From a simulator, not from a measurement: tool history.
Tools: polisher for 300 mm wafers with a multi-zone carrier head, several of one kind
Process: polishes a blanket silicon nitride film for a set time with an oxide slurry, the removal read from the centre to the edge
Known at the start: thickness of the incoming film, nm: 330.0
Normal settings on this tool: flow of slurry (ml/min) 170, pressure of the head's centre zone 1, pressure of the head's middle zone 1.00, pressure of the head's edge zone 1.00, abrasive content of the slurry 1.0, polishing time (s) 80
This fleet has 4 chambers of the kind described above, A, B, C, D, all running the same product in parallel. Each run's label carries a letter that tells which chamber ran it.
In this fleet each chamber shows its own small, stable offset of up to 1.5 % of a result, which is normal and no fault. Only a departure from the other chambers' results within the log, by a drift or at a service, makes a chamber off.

run,day,flow of slurry (ml/min),pressure of the head's centre zone,pressure of the head's middle zone,pressure of the head's edge zone,abrasive content of the slurry,polishing time (s),film removed at the wafer's centre (nm),film removed at mid-radius (nm),film removed at the wafer's edge (nm)
1C,0.371,170,1,1.00,1.00,1.0,80,52.784,52.296,51.380
# day 0.404: chamber C: worn pad replaced by a new one
2B,0.721,170,1,1.00,1.00,1.0,80,50.363,51.010,51.055
3D,1.029,170,1,1.00,1.00,1.0,80,51.268,51.413,51.618
# day 1.083: chamber A: centre zone pressure recalibrated
# day 1.375: chamber B: worn pad replaced by a new one
4A,1.404,170,1,1.00,1.00,1.0,80,51.361,51.833,51.479
# day 1.467: chamber A: slurry nozzle cleaned
5A,1.696,170,1,1.00,1.00,1.0,80,50.322,51.784,51.164
6C,1.896,170,1,1.00,1.00,1.0,80,51.700,51.256,51.265
7B,2.154,170,1,1.00,1.00,1.0,80,51.808,51.532,50.389
# day 2.333: chamber A: worn pad replaced by a new one
8D,2.446,170,1,1.00,1.00,1.0,80,52.585,51.955,51.537
# day 2.646: chamber B: slurry nozzle cleaned
9B,2.738,170,1,1.00,1.00,1.0,80,51.580,51.827,51.502
10D,3.050,210,1,1.00,0.93,1.0,80,52.857,52.290,50.929
11C,3.458,210,1,1.00,0.93,1.0,80,52.878,54.117,50.508
# day 3.512: chamber D: edge zone pressure recalibrated
12A,3.746,210,1,1.00,0.93,1.0,80,52.502,52.658,50.885
13C,3.958,210,1,1.00,0.93,1.0,80,53.358,53.876,50.781
14B,4.158,170,1,1.00,1.00,1.0,80,50.741,51.603,51.097
15D,4.338,170,1,1.00,1.00,1.0,80,50.036,49.983,50.087
16A,4.725,170,1,1.00,1.00,1.0,80,51.319,51.952,51.862
17A,4.962,170,1,1.00,1.00,1.0,80,51.668,51.517,51.234
18B,5.362,170,1,1.00,1.00,1.0,80,51.474,52.569,51.712
# day 5.375: chamber A: worn pad replaced by a new one
19C,5.642,170,1,0.92,1.00,1.2,80,55.224,51.114,55.466
# day 5.746: chamber B: worn pad replaced by a new one
20D,5.879,170,1,0.92,1.00,1.2,80,53.675,49.416,52.648
21C,6.100,170,1,0.92,1.00,1.2,80,56.105,51.839,56.180
22A,6.379,170,1,0.92,1.00,1.2,80,56.105,51.906,56.323
23B,6.612,170,1,1.00,1.00,1.0,80,51.127,52.490,51.516
24D,6.946,170,1,1.00,1.00,1.0,80,49.269,48.881,48.788
# day 7.150: chamber C: worn pad replaced by a new one
25C,7.167,170,1,1.00,1.00,1.0,80,51.379,52.597,50.805
26B,7.462,170,1,1.00,1.00,1.0,80,50.778,51.498,50.935
27D,7.717,170,1,1.00,1.00,1.2,104,68.214,67.380,67.947
28A,7.950,170,1,1.00,1.00,1.2,104,73.039,72.940,73.239
29A,8.258,170,1,1.00,1.00,1.2,104,72.886,72.665,71.898
30B,8.504,170,1,1.00,1.00,1.2,104,71.540,72.739,72.623
# day 8.550: chamber A: worn pad replaced by a new one
31C,8.838,170,1,1.00,1.00,1.0,80,51.066,51.426,51.015
32D,9.021,170,1,1.00,1.00,1.0,80,45.910,47.542,46.557
# day 9.133: chamber A: slurry nozzle cleaned
33B,9.362,170,1,1.00,1.00,1.0,80,50.546,51.954,51.630
34D,9.617,170,1,0.92,0.90,1.0,80,46.717,43.027,43.801
35A,9.804,170,1,0.92,0.90,1.0,80,50.115,47.383,48.874
36C,9.988,170,1,0.92,0.90,1.0,80,51.201,48.011,47.987
37B,10.358,170,1,0.92,0.90,1.0,80,51.439,47.825,48.920
# day 10.438: chamber C: slurry nozzle cleaned
38C,10.625,170,1,1.00,1.00,1.0,80,51.588,52.213,52.258
39A,10.917,170,1,1.00,1.00,1.0,80,51.949,51.606,52.489

All 4 chambers run these settings next. Forecast each chamber's results:
40A,11.208,130,1,1.00,1.00,1.0,80,?,?,?
40B,11.208,130,1,1.00,1.00,1.0,80,?,?,?
40C,11.208,130,1,1.00,1.00,1.0,80,?,?,?
40D,11.208,130,1,1.00,1.00,1.0,80,?,?,?

run,film removed at the wafer's centre (nm),film removed at mid-radius (nm),film removed at the wafer's edge (nm)
40A,49.155,48.205,49.940
40B,49.144,49.224,48.977
40C,48.832,49.141,48.978
40D,43.924,43.184,43.551
